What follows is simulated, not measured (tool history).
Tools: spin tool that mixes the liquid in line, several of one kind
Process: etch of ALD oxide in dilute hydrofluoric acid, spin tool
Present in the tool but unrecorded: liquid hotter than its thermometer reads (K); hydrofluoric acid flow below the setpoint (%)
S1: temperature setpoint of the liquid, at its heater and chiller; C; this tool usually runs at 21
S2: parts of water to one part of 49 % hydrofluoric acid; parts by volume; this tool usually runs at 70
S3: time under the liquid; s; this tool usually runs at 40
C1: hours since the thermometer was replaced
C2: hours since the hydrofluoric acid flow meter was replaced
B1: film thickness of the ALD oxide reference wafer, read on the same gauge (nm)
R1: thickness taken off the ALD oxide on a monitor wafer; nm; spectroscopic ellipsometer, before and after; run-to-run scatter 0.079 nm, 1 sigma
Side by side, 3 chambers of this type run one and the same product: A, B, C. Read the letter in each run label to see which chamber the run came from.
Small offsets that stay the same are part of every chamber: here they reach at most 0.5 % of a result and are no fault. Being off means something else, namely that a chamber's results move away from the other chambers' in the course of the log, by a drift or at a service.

| run | hour | S1 | S2 | S3 | C1 | C2 | B1 | R1 |
|---|---|---|---|---|---|---|---|---|
| 1A | 5.7 | 21 | 70 | 40 | 459.9 | 162.2 | 109.96 | 9.5447 |
| 2C | 18.3 | 21 | 70 | 40 | 577.7 | 710.1 | 110.01 | 9.5631 |
|  | 26.8 | chamber B: thermometer replaced |
| 3B | 28 | 21 | 70 | 40 | 1.2 | 114.3 | 109.97 | 9.7064 |
| 4C | 37.4 | 21 | 70 | 40 | 596.8 | 729.2 | 109.97 | 9.7038 |
| 5A | 46.5 | 21 | 70 | 40 | 500.7 | 203 | 110.01 | 9.7219 |
| 6B | 57 | 21 | 70 | 40 | 30.2 | 143.3 | 109.97 | 9.6865 |
| 7B | 69.5 | 21 | 95 | 40 | 42.7 | 155.8 | 109.98 | 6.9949 |
| 8C | 76.9 | 21 | 95 | 40 | 636.3 | 768.7 | 110.01 | 6.8873 |
| 9A | 89.4 | 21 | 95 | 40 | 543.6 | 245.9 | 109.99 | 6.8283 |
| 10B | 97.9 | 21 | 55 | 40 | 71.1 | 184.2 | 110.03 | 12.597 |
| 11C | 108.9 | 21 | 55 | 40 | 668.3 | 800.7 | 109.99 | 12.718 |
| 12A | 118.5 | 21 | 55 | 40 | 572.7 | 275 | 110.05 | 12.527 |
| 13C | 130.6 | 21 | 70 | 40 | 690 | 822.4 | 110 | 9.6604 |
| 14B | 141.3 | 21 | 70 | 40 | 114.5 | 227.6 | 110.01 | 9.7705 |
| 15A | 152.8 | 21 | 70 | 40 | 607 | 309.3 | 109.98 | 9.5757 |
| 16B | 161 | 25 | 70 | 40 | 134.2 | 247.3 | 110.04 | 11.505 |
| 17C | 168.7 | 25 | 70 | 40 | 728.1 | 860.5 | 110.02 | 11.545 |
|  | 174.2 | chamber C: hydrofluoric acid flow meter replaced |
| 18A | 181.7 | 25 | 70 | 40 | 635.9 | 338.2 | 110.02 | 11.21 |
| 19B | 189 | 21 | 70 | 40 | 162.2 | 275.3 | 110 | 9.6788 |
| 20A | 196.5 | 21 | 70 | 40 | 650.7 | 353 | 109.99 | 9.6582 |
| 21C | 206.8 | 23 | 70 | 40 | 766.2 | 32.7 | 110 | 10.982 |
| 22A | 212.7 | 23 | 70 | 40 | 666.9 | 369.2 | 109.99 | 10.361 |
| 23C | 224.9 | 23 | 70 | 40 | 784.3 | 50.8 | 109.96 | 11.044 |
| 24B | 237.6 | 21 | 70 | 40 | 210.8 | 323.9 | 109.99 | 9.7057 |
| 25C | 246.6 | 21 | 70 | 40 | 806 | 72.5 | 109.96 | 10.211 |
| 26A | 253.1 | 21 | 70 | 40 | 707.3 | 409.6 | 109.99 | 9.6213 |
| 27B | 261.7 | 21 | 70 | 40 | 234.9 | 348 | 109.95 | 9.92 |

For the next run the whole fleet of 3 chambers uses the same settings. Give each chamber's results:
| 28A | 271.2 | 21 | 55 | 40 |  |  |  | ? |
| 28B | 271.2 | 21 | 55 | 40 |  |  |  | ? |
| 28C | 271.2 | 21 | 55 | 40 |  |  |  | ? |

| run | R1 |
|---|---|
| 28A | 12.462 |
| 28B | 12.655 |
| 28C | 13.204 |
